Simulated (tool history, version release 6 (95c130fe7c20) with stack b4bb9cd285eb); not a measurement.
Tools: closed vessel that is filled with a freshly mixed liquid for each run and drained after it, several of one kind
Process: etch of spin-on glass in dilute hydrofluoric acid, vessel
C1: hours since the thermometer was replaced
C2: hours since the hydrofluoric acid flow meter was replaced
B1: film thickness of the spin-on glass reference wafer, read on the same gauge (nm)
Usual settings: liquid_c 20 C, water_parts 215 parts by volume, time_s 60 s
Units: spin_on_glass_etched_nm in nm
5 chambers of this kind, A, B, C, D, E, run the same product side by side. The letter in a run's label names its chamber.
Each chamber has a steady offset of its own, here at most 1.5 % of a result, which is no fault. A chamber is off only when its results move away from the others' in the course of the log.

run 1D hour=5.5 | liquid_c=20 water_parts=215 time_s=60 | C1=2097.4 C2=990.7 | B1=140.01 | spin_on_glass_etched_nm=6.9007
run 2C hour=14.2 | liquid_c=20 water_parts=215 time_s=60 | C1=1419.6 C2=607.7 | B1=139.97 | spin_on_glass_etched_nm=6.9344
run 3A hour=22 | liquid_c=20 water_parts=215 time_s=60 | C1=1671.5 C2=966.7 | B1=139.98 | spin_on_glass_etched_nm=6.9766
-- hour=24.6 chamber E: thermometer replaced
run 4E hour=32.8 | liquid_c=20 water_parts=215 time_s=60 | C1=8.3 C2=1409.2 | B1=140.01 | spin_on_glass_etched_nm=6.9211
run 5B hour=41.4 | liquid_c=20 water_parts=215 time_s=60 | C1=516.3 C2=573.7 | B1=140 | spin_on_glass_etched_nm=6.8712
run 6B hour=47.2 | liquid_c=20 water_parts=145 time_s=80 | C1=522.1 C2=579.5 | B1=140.02 | spin_on_glass_etched_nm=14.403
run 7C hour=55.2 | liquid_c=20 water_parts=145 time_s=80 | C1=1460.6 C2=648.7 | B1=140 | spin_on_glass_etched_nm=14.61
run 8D hour=61.4 | liquid_c=20 water_parts=145 time_s=80 | C1=2153.3 C2=1046.6 | B1=140.02 | spin_on_glass_etched_nm=14.642
run 9E hour=67.1 | liquid_c=20 water_parts=145 time_s=80 | C1=42.6 C2=1443.5 | B1=140.03 | spin_on_glass_etched_nm=14.711
run 10A hour=78.4 | liquid_c=20 water_parts=145 time_s=80 | C1=1727.9 C2=1023.1 | B1=139.99 | spin_on_glass_etched_nm=14.925
run 11E hour=86.1 | liquid_c=20 water_parts=215 time_s=60 | C1=61.6 C2=1462.5 | B1=139.98 | spin_on_glass_etched_nm=6.9701
run 12D hour=96.1 | liquid_c=20 water_parts=215 time_s=60 | C1=2188 C2=1081.3 | B1=139.98 | spin_on_glass_etched_nm=6.9427
run 13B hour=106.9 | liquid_c=20 water_parts=215 time_s=60 | C1=581.8 C2=639.2 | B1=140.02 | spin_on_glass_etched_nm=6.8857
run 14A hour=113.1 | liquid_c=20 water_parts=215 time_s=60 | C1=1762.6 C2=1057.8 | B1=140.01 | spin_on_glass_etched_nm=7.0734
run 15C hour=123.6 | liquid_c=20 water_parts=215 time_s=60 | C1=1529 C2=717.1 | B1=140.02 | spin_on_glass_etched_nm=6.9446
run 16A hour=131.3 | liquid_c=20 water_parts=215 time_s=60 | C1=1780.8 C2=1076 | B1=140 | spin_on_glass_etched_nm=7.151
run 17C hour=142.4 | liquid_c=20 water_parts=215 time_s=60 | C1=1547.8 C2=735.9 | B1=140 | spin_on_glass_etched_nm=6.9375
run 18B hour=153.3 | liquid_c=20 water_parts=215 time_s=60 | C1=628.2 C2=685.6 | B1=139.99 | spin_on_glass_etched_nm=6.8954
run 19D hour=162.2 | liquid_c=20 water_parts=215 time_s=60 | C1=2254.1 C2=1147.4 | B1=139.98 | spin_on_glass_etched_nm=6.9173
-- hour=166.4 chamber C: thermometer replaced
run 20E hour=173.8 | liquid_c=20 water_parts=215 time_s=60 | C1=149.3 C2=1550.2 | B1=140 | spin_on_glass_etched_nm=6.9194
run 21C hour=185.4 | liquid_c=20 water_parts=140 time_s=90 | C1=19 C2=778.9 | B1=139.98 | spin_on_glass_etched_nm=17.173
run 22D hour=191.7 | liquid_c=20 water_parts=140 time_s=90 | C1=2283.6 C2=1176.9 | B1=140.01 | spin_on_glass_etched_nm=16.932
run 23B hour=201.5 | liquid_c=20 water_parts=140 time_s=90 | C1=676.4 C2=733.8 | B1=139.99 | spin_on_glass_etched_nm=16.827
-- hour=201.7 chamber B: thermometer replaced
run 24A hour=207.6 | liquid_c=20 water_parts=140 time_s=90 | C1=1857.1 C2=1152.3 | B1=139.99 | spin_on_glass_etched_nm=17.894
run 25E hour=214.9 | liquid_c=20 water_parts=140 time_s=90 | C1=190.4 C2=1591.3 | B1=140.01 | spin_on_glass_etched_nm=17.156
-- hour=218.1 chamber D: thermometer replaced
run 26A hour=222.4 | liquid_c=20 water_parts=215 time_s=60 | C1=1871.9 C2=1167.1 | B1=139.97 | spin_on_glass_etched_nm=7.2275
-- hour=225.8 chamber E: hydrofluoric acid flow meter replaced
run 27C hour=233.3 | liquid_c=20 water_parts=215 time_s=60 | C1=66.9 C2=826.8 | B1=139.99 | spin_on_glass_etched_nm=6.9332
run 28D hour=240.2 | liquid_c=20 water_parts=215 time_s=60 | C1=22.1 C2=1225.4 | B1=139.99 | spin_on_glass_etched_nm=6.9017
run 29B hour=246.5 | liquid_c=20 water_parts=215 time_s=60 | C1=44.9 C2=778.8 | B1=140.04 | spin_on_glass_etched_nm=6.9116
run 30E hour=258.6 | liquid_c=17.5 water_parts=215 time_s=60 | C1=234.1 C2=32.8 | B1=139.99 | spin_on_glass_etched_nm=6.2685
run 31C hour=266.6 | liquid_c=17.5 water_parts=215 time_s=60 | C1=100.2 C2=860.1 | B1=139.99 | spin_on_glass_etched_nm=6.2842
run 32B hour=276 | liquid_c=17.5 water_parts=215 time_s=60 | C1=74.4 C2=808.3 | B1=139.99 | spin_on_glass_etched_nm=6.1994
run 33E hour=282 | liquid_c=17.5 water_parts=215 time_s=60 | C1=257.5 C2=56.2 | B1=140.01 | spin_on_glass_etched_nm=6.2391
run 34A hour=287.4 | liquid_c=17.5 water_parts=215 time_s=60 | C1=1936.9 C2=1232.1 | B1=139.95 | spin_on_glass_etched_nm=6.6395
run 35D hour=294.1 | liquid_c=20 water_parts=215 time_s=60 | C1=76 C2=1279.3 | B1=140.01 | spin_on_glass_etched_nm=6.9159
run 36B hour=299.9 | liquid_c=20 water_parts=135 time_s=60 | C1=98.3 C2=832.2 | B1=140.01 | spin_on_glass_etched_nm=11.858
run 37C hour=308.8 | liquid_c=20 water_parts=135 time_s=60 | C1=142.4 C2=902.3 | B1=140.01 | spin_on_glass_etched_nm=12.02

All 5 chambers run these settings next. Forecast each chamber's results:
run 38A hour=317.6 | liquid_c=20 water_parts=215 time_s=60 | spin_on_glass_etched_nm=?
run 38B hour=317.6 | liquid_c=20 water_parts=215 time_s=60 | spin_on_glass_etched_nm=?
run 38C hour=317.6 | liquid_c=20 water_parts=215 time_s=60 | spin_on_glass_etched_nm=?
run 38D hour=317.6 | liquid_c=20 water_parts=215 time_s=60 | spin_on_glass_etched_nm=?
run 38E hour=317.6 | liquid_c=20 water_parts=215 time_s=60 | spin_on_glass_etched_nm=?

run=38A spin_on_glass_etched_nm=7.3808
run=38B spin_on_glass_etched_nm=6.937
run=38C spin_on_glass_etched_nm=6.9091
run=38D spin_on_glass_etched_nm=6.9499
run=38E spin_on_glass_etched_nm=6.9059

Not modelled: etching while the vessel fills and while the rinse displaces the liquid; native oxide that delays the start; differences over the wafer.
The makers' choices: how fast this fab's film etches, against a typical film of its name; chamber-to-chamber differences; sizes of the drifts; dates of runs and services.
